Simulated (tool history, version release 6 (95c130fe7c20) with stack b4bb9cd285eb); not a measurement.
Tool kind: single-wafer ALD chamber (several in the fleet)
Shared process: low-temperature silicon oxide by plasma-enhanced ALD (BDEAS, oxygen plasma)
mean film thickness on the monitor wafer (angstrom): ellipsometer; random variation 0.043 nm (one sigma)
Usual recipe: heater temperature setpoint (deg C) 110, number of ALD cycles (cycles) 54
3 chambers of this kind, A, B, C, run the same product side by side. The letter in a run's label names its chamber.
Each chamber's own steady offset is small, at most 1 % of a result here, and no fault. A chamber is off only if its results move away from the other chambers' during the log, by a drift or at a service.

run,day,heater temperature setpoint (deg C),number of ALD cycles (cycles),hours since the last thermocouple change,"read-back reference wafer on the same gauge, thickness_nm",mean film thickness on the monitor wafer (angstrom)
1B,0.475,110,54,1462.0,7.0352,75.169
2A,1.050,110,54,218.1,7.0472,76.209
3C,1.358,110,54,580.5,7.0371,74.525
4A,1.771,110,54,235.4,7.0359,75.812
5B,2.308,110,54,1506.0,7.0317,75.573
6C,2.629,110,54,611.0,7.0428,74.560
7A,3.021,110,54,265.4,7.0349,75.868
8B,3.504,110,54,1534.7,7.0388,76.331
9C,3.800,110,54,639.1,7.0406,75.088
10B,4.433,110,54,1557.0,7.0430,76.035
11A,4.946,110,54,311.6,7.0438,76.158
12C,5.367,110,54,676.7,7.0284,75.026
13A,5.821,110,54,332.6,7.0462,75.579
14C,6.112,110,54,694.6,7.0288,75.690
15B,6.450,100,62,1605.4,7.0314,88.526
16A,6.762,100,62,355.2,7.0301,89.757
17B,7.167,100,62,1622.6,7.0357,87.749
18C,7.792,110,54,734.9,7.0432,74.689
19B,8.146,110,54,1646.1,7.0355,74.460
20A,8.808,110,54,404.3,7.0385,76.220
21C,9.454,110,54,774.8,7.0378,74.517
22A,9.896,110,54,430.4,7.0382,75.540
23C,10.358,110,54,796.5,7.0382,74.476
24B,10.921,110,54,1712.7,7.0449,75.950
25C,11.312,110,54,819.4,7.0420,75.300
26B,11.604,120,46,1729.1,7.0336,63.542
27A,12.121,120,46,483.8,7.0483,62.561
28B,12.742,120,46,1756.4,7.0460,63.738
29C,13.383,110,54,869.1,7.0474,75.964
30A,13.992,110,54,528.7,7.0400,76.624
31A,14.458,110,54,539.9,7.0401,75.289
32C,15.083,110,54,909.9,7.0479,74.933
33B,15.688,110,54,1827.1,7.0450,75.508
34C,16.221,123,64,937.2,7.0367,86.369
35A,16.858,123,64,597.5,7.0402,88.042

All chambers now run identical settings, listed one chamber a line with results as question marks. What results will each chamber show?
36A,17.338,120,54,,,?
36B,17.338,120,54,,,?
36C,17.338,120,54,,,?

run,mean film thickness on the monitor wafer (angstrom)
36A,75.070
36B,74.852
36C,73.970
